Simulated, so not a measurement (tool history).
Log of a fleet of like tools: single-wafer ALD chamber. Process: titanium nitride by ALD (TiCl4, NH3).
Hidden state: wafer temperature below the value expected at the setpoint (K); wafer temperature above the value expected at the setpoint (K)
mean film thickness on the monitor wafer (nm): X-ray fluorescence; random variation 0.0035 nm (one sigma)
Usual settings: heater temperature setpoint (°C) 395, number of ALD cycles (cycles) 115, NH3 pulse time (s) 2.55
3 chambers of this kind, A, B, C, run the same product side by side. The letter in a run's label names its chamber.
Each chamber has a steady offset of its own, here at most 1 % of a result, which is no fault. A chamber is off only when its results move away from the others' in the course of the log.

run	day	heater temperature setpoint (°C)	number of ALD cycles (cycles)	NH3 pulse time (s)	hours since the last thermocouple change	read-back reference wafer on the same gauge, thickness_nm	mean film thickness on the monitor wafer (nm)
1A	0.308	395	115	2.55	1160.9	2.4015	2.5632
2C	0.667	395	115	2.55	638.5	2.4000	2.5281
3B	0.946	395	115	2.55	1560.2	2.4005	2.5656
4C	1.200	395	115	2.55	651.3	2.4009	2.5297
5B	1.721	395	107	2.55	1578.8	2.4023	2.3913
6A	2.096	395	107	2.55	1203.8	2.4012	2.3849
7A	2.492	395	107	2.55	1213.3	2.4018	2.3854
8C	2.929	395	115	2.55	692.8	2.4020	2.5324
9B	3.371	395	93	1.72	1618.4	2.4019	2.0423
10C	3.875	395	93	1.72	715.5	2.4037	2.0100
11B	4.154	395	93	1.72	1637.2	2.4034	2.0436
12A	4.633	395	132	3.43	1264.7	2.4045	2.9680
13A	5.092	395	132	3.43	1275.7	2.4048	2.9636
14C	5.367	395	132	3.43	751.3	2.4049	2.9374
15B	5.879	395	115	2.55	1678.6	2.4049	2.5717
16B	6.338	384	115	2.55	1689.6	2.4050	2.5533
17C	6.683	384	115	2.55	782.9	2.4049	2.5144
18A	7.158	384	115	2.55	1325.3	2.4055	2.5471
19A	7.667	395	133	1.72	1337.5	2.4062	2.9108
20B	7.917	395	133	1.72	1727.5	2.4060	2.9252
21C	8.350	395	133	1.72	822.9	2.4064	2.8795
22C	8.642	395	115	2.55	829.9	2.4072	2.5247
23B	9.154	395	115	2.55	1757.2	2.4070	2.5703
24A	9.646	395	115	2.55	1385.0	2.4078	2.5648
25B	10.196	395	115	2.55	1782.2	2.4074	2.5709
26A	10.604	395	115	2.55	1408.0	2.4076	2.5731
27C	11.142	395	115	2.55	889.9	2.4092	2.5325
28B	11.654	380	97	2.55	1817.2	2.4089	2.1534
29C	12.017	380	97	2.55	910.9	2.4102	2.1149
30A	12.504	380	97	2.55	1453.6	2.4095	2.1480
31A	12.879	395	115	2.55	1462.6	2.4100	2.5723
32C	13.400	395	115	2.55	944.1	2.4096	2.5455
33B	13.883	395	115	2.55	1870.7	2.4109	2.5762
34B	14.321	395	115	2.55	1881.2	2.4112	2.5826
35A	14.825	395	115	2.55	1509.3	2.4112	2.5672
36C	15.117	395	102	2.55	985.3	2.4120	2.2520
37B	15.400	395	102	2.55	1907.1	2.4121	2.2822
38A	15.950	395	102	2.55	1536.3	2.4124	2.2852
39C	16.392	395	115	2.55	1015.9	2.4124	2.5413
40B	16.833	395	115	2.55	1941.5	2.4135	2.5778

Next, every chamber runs the same settings. What will each give?
41A	17.242	395	115	2.55			?
41B	17.242	395	115	2.55			?
41C	17.242	395	115	2.55			?

run	mean film thickness on the monitor wafer (nm)
41A	2.5695
41B	2.5748
41C	2.5422

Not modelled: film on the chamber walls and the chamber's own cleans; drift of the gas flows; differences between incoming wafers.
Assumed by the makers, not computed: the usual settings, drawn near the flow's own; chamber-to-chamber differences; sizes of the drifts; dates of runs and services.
